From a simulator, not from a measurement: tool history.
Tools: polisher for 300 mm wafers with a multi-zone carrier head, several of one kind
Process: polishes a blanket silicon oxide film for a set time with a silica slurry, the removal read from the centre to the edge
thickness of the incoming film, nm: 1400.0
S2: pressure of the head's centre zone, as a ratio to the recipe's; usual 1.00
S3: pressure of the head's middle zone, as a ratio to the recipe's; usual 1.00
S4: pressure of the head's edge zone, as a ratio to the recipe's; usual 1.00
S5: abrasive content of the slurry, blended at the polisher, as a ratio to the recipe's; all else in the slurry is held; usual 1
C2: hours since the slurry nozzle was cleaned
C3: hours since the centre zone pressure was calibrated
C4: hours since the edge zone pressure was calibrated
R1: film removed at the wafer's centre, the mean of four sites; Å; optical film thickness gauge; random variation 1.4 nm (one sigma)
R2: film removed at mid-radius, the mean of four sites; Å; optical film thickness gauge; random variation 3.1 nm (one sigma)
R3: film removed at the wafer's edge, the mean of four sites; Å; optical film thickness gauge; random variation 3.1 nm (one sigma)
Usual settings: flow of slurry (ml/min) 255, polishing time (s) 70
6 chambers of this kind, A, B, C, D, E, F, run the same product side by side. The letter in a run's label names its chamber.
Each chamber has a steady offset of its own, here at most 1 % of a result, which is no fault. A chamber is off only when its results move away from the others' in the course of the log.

At hour 0.2: chamber B: centre zone pressure recalibrated.
Run 1A, hour 11.1: usual settings; wafers polished on this pad 225; C2 125.5; C3 566.2; C4 722.1. Result: R1 2247.0 Å, R2 2251.3 Å, R3 2211.7 Å.
Run 2B, hour 16.5: usual settings; wafers polished on this pad 921; C2 137.8; C3 16.3; C4 359.7. Result: R1 2215.4 Å, R2 2212.2 Å, R3 2238.1 Å.
At hour 16.7: chamber F: worn pad replaced by a new one.
At hour 26.3: chamber D: worn pad replaced by a new one.
Run 3D, hour 27.9: usual settings; wafers polished on this pad 19; C2 228.9; C3 568.7; C4 643.7. Result: R1 2240.3 Å, R2 2261.4 Å, R3 2282.7 Å.
Run 4F, hour 37.9: usual settings; wafers polished on this pad 251; C2 649.0; C3 89.3; C4 84.8. Result: R1 2197.6 Å, R2 2232.9 Å, R3 2249.5 Å.
At hour 38.1: chamber F: slurry nozzle cleaned.
At hour 43.4: chamber E: worn pad replaced by a new one.
At hour 45.2: chamber D: edge zone pressure recalibrated.
At hour 48.5: chamber B: worn pad replaced by a new one.
Run 5E, hour 48.7: usual settings; wafers polished on this pad 63; C2 421.3; C3 629.2; C4 1014.6. Result: R1 2242.2 Å, R2 2221.2 Å, R3 2221.1 Å.
At hour 50.7: chamber C: worn pad replaced by a new one.
At hour 52.8: chamber C: edge zone pressure recalibrated.
Run 6C, hour 54.7: usual settings; wafers polished on this pad 47; C2 190.3; C3 236.2; C4 1.9. Result: R1 2243.5 Å, R2 2218.7 Å, R3 2234.3 Å.
Run 7F, hour 62.0: usual settings but S3 0.88, polishing time (s) 56; wafers polished on this pad 537; C2 23.9; C3 113.4; C4 108.9. Result: R1 1793.2 Å, R2 1576.8 Å, R3 1788.0 Å.
Run 8D, hour 72.0: usual settings but S3 0.88, polishing time (s) 56; wafers polished on this pad 541; C2 273.0; C3 612.8; C4 26.8. Result: R1 1793.4 Å, R2 1626.2 Å, R3 1789.1 Å.
Run 9E, hour 78.8: usual settings but S3 0.88, polishing time (s) 56; wafers polished on this pad 419; C2 451.4; C3 659.3; C4 1044.7. Result: R1 1769.9 Å, R2 1623.4 Å, R3 1786.8 Å.
At hour 84.8: chamber F: worn pad replaced by a new one.
Run 10B, hour 85.3: usual settings but S3 0.88, polishing time (s) 56; wafers polished on this pad 436; C2 206.6; C3 85.1; C4 428.5. Result: R1 1773.3 Å, R2 1581.8 Å, R3 1767.2 Å.
At hour 93.3: chamber E: slurry nozzle cleaned.
At hour 95.8: chamber A: worn pad replaced by a new one.
Run 11A, hour 96.0: usual settings but S3 0.88, polishing time (s) 56; wafers polished on this pad 2; C2 210.4; C3 651.1; C4 807.0. Result: R1 1784.1 Å, R2 1570.5 Å, R3 1838.6 Å.
Run 12C, hour 101.1: usual settings but S3 0.88, polishing time (s) 56; wafers polished on this pad 597; C2 236.7; C3 282.6; C4 48.3. Result: R1 1782.3 Å, R2 1550.3 Å, R3 1769.3 Å.
At hour 107.7: chamber E: worn pad replaced by a new one.
Run 13E, hour 110.3: usual settings but S2 0.93, S3 1.10; wafers polished on this pad 31; C2 17.1; C3 690.8; C4 1076.2. Result: R1 2083.0 Å, R2 2451.3 Å, R3 2269.2 Å.
At hour 114.9: chamber D: worn pad replaced by a new one.
Run 14F, hour 117.6: usual settings but S2 0.93, S3 1.10; wafers polished on this pad 388; C2 79.5; C3 169.0; C4 164.5. Result: R1 2081.1 Å, R2 2462.0 Å, R3 2301.4 Å.
Run 15A, hour 122.9: usual settings but S2 0.93, S3 1.10; wafers polished on this pad 321; C2 237.3; C3 678.0; C4 833.9. Result: R1 2052.4 Å, R2 2475.0 Å, R3 2194.5 Å.
Run 16D, hour 129.3: usual settings but S2 0.93, S3 1.10; wafers polished on this pad 171; C2 330.3; C3 670.1; C4 84.1. Result: R1 2077.9 Å, R2 2461.1 Å, R3 2169.4 Å.
Run 17C, hour 135.0: usual settings but S2 0.93, S3 1.10; wafers polished on this pad 998; C2 270.6; C3 316.5; C4 82.2. Result: R1 2067.3 Å, R2 2395.5 Å, R3 2224.9 Å.
At hour 139.4: chamber C: worn pad replaced by a new one.
Run 18B, hour 141.9: usual settings but S2 0.93, S3 1.10; wafers polished on this pad 1107; C2 263.2; C3 141.7; C4 485.1. Result: R1 2053.7 Å, R2 2390.8 Å, R3 2211.9 Å.
Run 19A, hour 148.3: usual settings; wafers polished on this pad 622; C2 262.7; C3 703.4; C4 859.3. Result: R1 2250.8 Å, R2 2239.0 Å, R3 2238.8 Å.
At hour 149.4: chamber F: worn pad replaced by a new one.
Run 20E, hour 156.2: usual settings but polishing time (s) 87; wafers polished on this pad 575; C2 63.0; C3 736.7; C4 1122.1. Result: R1 2762.1 Å, R2 2793.8 Å, R3 2726.6 Å.
Run 21B, hour 167.2: usual settings but polishing time (s) 87; wafers polished on this pad 1406; C2 288.5; C3 167.0; C4 510.4. Result: R1 2710.5 Å, R2 2790.8 Å, R3 2770.2 Å.
At hour 167.3: chamber A: slurry nozzle cleaned.
At hour 169.0: chamber B: worn pad replaced by a new one.
At hour 169.7: chamber E: worn pad replaced by a new one.
Run 22F, hour 173.3: usual settings but polishing time (s) 87; wafers polished on this pad 283; C2 135.2; C3 224.7; C4 220.2. Result: R1 2763.2 Å, R2 2838.4 Å, R3 2739.3 Å.
At hour 179.5: chamber D: centre zone pressure recalibrated.
Run 23D, hour 182.4: usual settings but polishing time (s) 87; wafers polished on this pad 800; C2 383.4; C3 2.9; C4 137.2. Result: R1 2739.8 Å, R2 2813.1 Å, R3 2696.8 Å.
At hour 189.2: chamber E: edge zone pressure recalibrated.
Run 24C, hour 190.9: usual settings but polishing time (s) 87; wafers polished on this pad 610; C2 326.5; C3 372.4; C4 138.1. Result: R1 2881.7 Å, R2 2756.1 Å, R3 2817.5 Å.
Run 25B, hour 201.9: usual settings but polishing time (s) 87; wafers polished on this pad 389; C2 323.2; C3 201.7; C4 545.1. Result: R1 2763.3 Å, R2 2798.1 Å, R3 2780.1 Å.
Run 26C, hour 210.6: usual settings but flow of slurry (ml/min) 295, S4 1.07; wafers polished on this pad 843; C2 346.2; C3 392.1; C4 157.8. Result: R1 2359.5 Å, R2 2282.3 Å, R3 2334.3 Å.
At hour 215.0: chamber A: worn pad replaced by a new one.
At hour 217.8: chamber F: worn pad replaced by a new one.
At hour 218.3: chamber D: worn pad replaced by a new one.
Run 27A, hour 221.5: usual settings but flow of slurry (ml/min) 295, S4 1.07; wafers polished on this pad 77; C2 54.3; C3 776.6; C4 932.5. Result: R1 2246.2 Å, R2 2272.6 Å, R3 2339.9 Å.
Run 28E, hour 227.6: usual settings but flow of slurry (ml/min) 295, S4 1.07; wafers polished on this pad 686; C2 134.4; C3 808.1; C4 38.4. Result: R1 2284.0 Å, R2 2272.0 Å, R3 2315.8 Å.
At hour 232.9: chamber C: worn pad replaced by a new one.
Run 29D, hour 237.5: usual settings but flow of slurry (ml/min) 295, S4 1.07; wafers polished on this pad 227; C2 438.5; C3 58.0; C4 192.3. Result: R1 2246.1 Å, R2 2217.3 Å, R3 2329.8 Å.
At hour 238.6: chamber E: worn pad replaced by a new one.
Run 30F, hour 247.1: usual settings but flow of slurry (ml/min) 295, S4 1.07; wafers polished on this pad 347; C2 209.0; C3 298.5; C4 294.0. Result: R1 2264.6 Å, R2 2353.7 Å, R3 2381.2 Å.
Run 31C, hour 253.6: usual settings but flow of slurry (ml/min) 295, S4 1.07; wafers polished on this pad 245; C2 389.2; C3 435.1; C4 200.8. Result: R1 2408.5 Å, R2 2295.9 Å, R3 2352.8 Å.
Run 32B, hour 262.4: usual settings; wafers polished on this pad 1106; C2 383.7; C3 262.2; C4 605.6. Result: R1 2217.3 Å, R2 2267.9 Å, R3 2221.6 Å.
Run 33E, hour 269.6: usual settings; wafers polished on this pad 367; C2 176.4; C3 850.1; C4 80.4. Result: R1 2233.6 Å, R2 2209.5 Å, R3 2262.4 Å.
At hour 277.3: chamber F: worn pad replaced by a new one.
Run 34A, hour 277.4: usual settings; wafers polished on this pad 739; C2 110.2; C3 832.5; C4 988.4. Result: R1 2226.0 Å, R2 2255.5 Å, R3 2218.9 Å.
Run 35F, hour 285.0: usual settings; wafers polished on this pad 92; C2 246.9; C3 336.4; C4 331.9. Result: R1 2247.6 Å, R2 2261.3 Å, R3 2218.6 Å.
Run 36D, hour 294.3: usual settings; wafers polished on this pad 900; C2 495.3; C3 114.8; C4 249.1. Result: R1 2214.0 Å, R2 2209.5 Å, R3 2210.6 Å.
At hour 299.3: chamber E: worn pad replaced by a new one.
Run 37C, hour 304.2: usual settings; wafers polished on this pad 844; C2 439.8; C3 485.7; C4 251.4. Result: R1 2417.5 Å, R2 2229.9 Å, R3 2230.6 Å.
Run 38F, hour 312.5: usual settings; wafers polished on this pad 418; C2 274.4; C3 363.9; C4 359.4. Result: R1 2238.9 Å, R2 2174.2 Å, R3 2244.5 Å.
Run 39E, hour 320.8: usual settings but S3 1.07; wafers polished on this pad 255; C2 227.6; C3 901.3; C4 131.6. Result: R1 2232.2 Å, R2 2355.7 Å, R3 2270.9 Å.

All 6 chambers run these settings next. Forecast each chamber's results:
Run 40A, hour 329.1: usual settings but polishing time (s) 51. Result: R1 ?, R2 ?, R3 ?.
Run 40B, hour 329.1: usual settings but polishing time (s) 51. Result: R1 ?, R2 ?, R3 ?.
Run 40C, hour 329.1: usual settings but polishing time (s) 51. Result: R1 ?, R2 ?, R3 ?.
Run 40D, hour 329.1: usual settings but polishing time (s) 51. Result: R1 ?, R2 ?, R3 ?.
Run 40E, hour 329.1: usual settings but polishing time (s) 51. Result: R1 ?, R2 ?, R3 ?.
Run 40F, hour 329.1: usual settings but polishing time (s) 51. Result: R1 ?, R2 ?, R3 ?.

run      R1      R2      R3
40A  1621.3  1633.0  1643.3
40B  1605.8  1618.0  1646.3
40C  1777.0  1613.1  1627.7
40D  1614.0  1606.1  1629.3
40E  1615.7  1576.9  1623.0
40F  1632.0  1647.5  1624.9
